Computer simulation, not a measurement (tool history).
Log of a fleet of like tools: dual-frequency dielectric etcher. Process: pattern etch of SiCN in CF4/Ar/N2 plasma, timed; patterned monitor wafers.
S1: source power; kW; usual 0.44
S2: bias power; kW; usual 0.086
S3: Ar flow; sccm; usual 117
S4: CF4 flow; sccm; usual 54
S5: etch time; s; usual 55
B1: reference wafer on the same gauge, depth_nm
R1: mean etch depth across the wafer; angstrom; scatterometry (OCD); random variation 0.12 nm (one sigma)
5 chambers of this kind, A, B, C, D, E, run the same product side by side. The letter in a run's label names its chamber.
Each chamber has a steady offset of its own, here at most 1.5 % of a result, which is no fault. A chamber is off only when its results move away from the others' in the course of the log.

Run 1C, hour 9.9: usual settings; B1 50.194. Result: R1 458.71 angstrom.
Run 2B, hour 21.5: usual settings; B1 50.204. Result: R1 466.2 angstrom.
Run 3A, hour 28.5: usual settings; B1 50.209. Result: R1 461.3 angstrom.
Run 4E, hour 40.3: usual settings; B1 50.19. Result: R1 464.58 angstrom.
Run 5D, hour 48.2: usual settings; B1 50.192. Result: R1 465.83 angstrom.
Run 6D, hour 60.9: usual settings; B1 50.197. Result: R1 466.28 angstrom.
Run 7E, hour 73.4: usual settings but S3 103 sccm; B1 50.189. Result: R1 472.62 angstrom.
Run 8A, hour 79.9: usual settings but S3 103 sccm; B1 50.23. Result: R1 470.23 angstrom.
Run 9B, hour 91.5: usual settings but S3 103 sccm; B1 50.189. Result: R1 476.45 angstrom.
Run 10C, hour 100.5: usual settings but S3 103 sccm; B1 50.198. Result: R1 470.1 angstrom.
Run 11B, hour 109.3: usual settings but S3 103 sccm; B1 50.206. Result: R1 477.29 angstrom.
Run 12E, hour 121.4: usual settings; B1 50.242. Result: R1 466.26 angstrom.
Run 13D, hour 127.4: usual settings; B1 50.198. Result: R1 467.16 angstrom.
Run 14A, hour 136.1: usual settings; B1 50.215. Result: R1 461.12 angstrom.
Run 15C, hour 148.4: usual settings; B1 50.215. Result: R1 459.78 angstrom.
Run 16B, hour 161.4: usual settings; B1 50.235. Result: R1 468.09 angstrom.
Run 17A, hour 169.9: usual settings; B1 50.184. Result: R1 459.98 angstrom.
Run 18C, hour 179.3: usual settings but S2 0.093 kW, S4 66 sccm; B1 50.182. Result: R1 487.94 angstrom.
Run 19D, hour 188.7: usual settings but S2 0.093 kW, S4 66 sccm; B1 50.191. Result: R1 496.2 angstrom.
At hour 192.9: chamber C: source power generator calibrated.
Run 20E, hour 197.4: usual settings but S2 0.093 kW, S4 66 sccm; B1 50.23. Result: R1 492.65 angstrom.
Run 21A, hour 206.3: usual settings but S2 0.093 kW, S4 66 sccm; B1 50.188. Result: R1 486.31 angstrom.
At hour 213.8: chamber D: Ar flow controller replaced.
Run 22B, hour 214.1: usual settings but S2 0.093 kW, S4 66 sccm; B1 50.182. Result: R1 495.55 angstrom.
Run 23C, hour 220.1: usual settings; B1 50.188. Result: R1 458.18 angstrom.
Run 24E, hour 228.9: usual settings; B1 50.189. Result: R1 463.09 angstrom.
Run 25D, hour 241.2: usual settings; B1 50.183. Result: R1 466.39 angstrom.
Run 26B, hour 251.4: usual settings; B1 50.217. Result: R1 467.09 angstrom.
Run 27D, hour 260.7: usual settings; B1 50.216. Result: R1 464.92 angstrom.
Run 28E, hour 268.3: usual settings; B1 50.175. Result: R1 464.34 angstrom.
Run 29C, hour 276.2: usual settings; B1 50.201. Result: R1 460.44 angstrom.
Run 30A, hour 288.8: usual settings; B1 50.219. Result: R1 456.55 angstrom.
At hour 292.5: chamber D: wet clean of the chamber.
At hour 296: chamber B: wet clean of the chamber.
Run 31D, hour 296.5: usual settings; B1 50.199. Result: R1 463.71 angstrom.
Run 32C, hour 308.2: usual settings; B1 50.194. Result: R1 458.69 angstrom.
Run 33B, hour 317.6: usual settings; B1 50.205. Result: R1 465.82 angstrom.
Run 34A, hour 327.2: usual settings; B1 50.19. Result: R1 456.3 angstrom.
Run 35E, hour 339.8: usual settings; B1 50.215. Result: R1 463.28 angstrom.

All 5 chambers run these settings next. Forecast each chamber's results:
Run 36A, hour 349.3: usual settings. Result: R1 ?.
Run 36B, hour 349.3: usual settings. Result: R1 ?.
Run 36C, hour 349.3: usual settings. Result: R1 ?.
Run 36D, hour 349.3: usual settings. Result: R1 ?.
Run 36E, hour 349.3: usual settings. Result: R1 ?.

run      R1
36A  453.92
36B  468.14
36C  459.09
36D  465.31
36E  467.81

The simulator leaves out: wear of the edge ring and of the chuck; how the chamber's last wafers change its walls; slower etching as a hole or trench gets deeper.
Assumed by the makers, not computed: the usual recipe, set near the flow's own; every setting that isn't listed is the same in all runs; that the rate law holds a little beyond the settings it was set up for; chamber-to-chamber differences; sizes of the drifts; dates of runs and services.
